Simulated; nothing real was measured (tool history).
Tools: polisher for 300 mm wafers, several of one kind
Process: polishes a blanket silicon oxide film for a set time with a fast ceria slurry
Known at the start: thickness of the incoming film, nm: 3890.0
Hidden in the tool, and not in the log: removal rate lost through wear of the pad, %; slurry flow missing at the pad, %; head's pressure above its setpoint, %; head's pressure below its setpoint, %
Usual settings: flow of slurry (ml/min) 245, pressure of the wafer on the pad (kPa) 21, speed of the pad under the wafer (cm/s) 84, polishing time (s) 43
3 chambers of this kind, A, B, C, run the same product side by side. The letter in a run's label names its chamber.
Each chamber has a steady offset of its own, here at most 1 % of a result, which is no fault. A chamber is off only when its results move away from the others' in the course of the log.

run   hour  flow of slurry (ml/min)  pressure of the wafer on the pad (kPa)  speed of the pad under the wafer (cm/s)  polishing time (s)  wafers polished on this pad  hours since the slurry nozzle was cleaned  hours since the head pressure was calibrated  film removed (angstrom)
 1C   11.3                      245                                      21                                       84                  43                         1057                                        253                                          48.8                   6863.3
 2B   26.1                      245                                      21                                       84                  43                          507                                      706.7                                          59.4                   6837.7
      31.4  -- chamber C: worn pad replaced by a new one
 3A   32.9                      245                                      21                                       84                  43                          428                                      123.2                                           169                   6822.4
 4B   45.3                      245                                      21                                       84                  43                          679                                      725.9                                          78.6                   6777.9
 5A   53.5                      245                                      21                                       84                  43                          612                                      143.8                                         189.6                   6747.8
      57.6  -- chamber B: slurry nozzle cleaned
 6C   64.3                      245                                      21                                       84                  50                          294                                        306                                         101.8                   8014.1
      70.1  -- chamber B: worn pad replaced by a new one
 7B   78.8                      245                                      21                                       84                  50                           77                                       21.2                                         112.1                   8075.7
      85.9  -- chamber A: worn pad replaced by a new one
 8C   86.4                      245                                      21                                       84                  50                          492                                      328.1                                         123.9                   7959.7
 9A   96.7                      245                                      21                                       84                  43                           97                                        187                                         232.8                   6887.4
10B  108.9                      245                                      21                                       84                  43                          346                                       51.3                                         142.2                   6706.9
11C    117                      245                                      21                                       84                  43                          765                                      358.7                                         154.5                   6958.7
12A  130.3                      245                                      21                                       84                  43                          397                                      220.6                                         266.4                   7012.6
13C  141.4                      245                                      21                                       84                  43                          983                                      383.1                                         178.9                   6951.6
     148.1  -- chamber B: worn pad replaced by a new one
14A  154.7                      215                                      21                                       84                  43                          615                                        245                                         290.8                   6948.8
15B  164.1                      215                                      21                                       84                  43                          143                                      106.5                                         197.4                   6728.3
     171.2  -- chamber C: worn pad replaced by a new one
16C  177.1                      215                                      21                                       84                  43                           52                                      418.8                                         214.6                   6706.5
17B  191.9                      315                                      21                                       84                  43                          391                                      134.3                                         225.2                   7022.3
18A  198.9                      315                                      21                                       84                  43                         1010                                      289.2                                           335                   7413.7
19A  206.8                      315                                      21                                       84                  43                         1080                                      297.1                                         342.9                   7396.9
20B  214.1                      245                                      21                                       84                  43                          589                                      156.5                                         247.4                   6765.3
21C  224.8                      245                                      21                                       84                  43                          479                                      466.5                                         262.3                   6810.3

Is one chamber off against the others, does the gauge drift, or is nothing wrong? If a chamber is off, say which, and what the likeliest cause is.

Chamber A drifts away from the others.
Cause: head's pressure above its setpoint, % = 8.27.

Here are 4 candidates for chamber A's next run, each the usual settings with a change, their results left as question marks. Which one brings its results back in line with what the others give on the usual settings?
In line means no further than this from the other chambers' mean on the usual settings: film removed (angstrom) 190
22A-1   236                      245                                    20.7                                       84                  42                                                                                                                                              ?
22A-2   236                      245                                    21.4                                       84                  43                                                                                                                                              ?
22A-3   236                      245                                      20                                       80                  43                                                                                                                                              ?
22A-4   236                      245                                    21.4                                       86                  44                                                                                                                                              ?

The other chambers' mean on the usual settings: film removed (angstrom) 6824.9
  run  film removed (angstrom)
22A-1                   7184.2
22A-2                   7600.6
22A-3                   6776.3
22A-4                   7959.8
22A-3 brings the chamber back in line.

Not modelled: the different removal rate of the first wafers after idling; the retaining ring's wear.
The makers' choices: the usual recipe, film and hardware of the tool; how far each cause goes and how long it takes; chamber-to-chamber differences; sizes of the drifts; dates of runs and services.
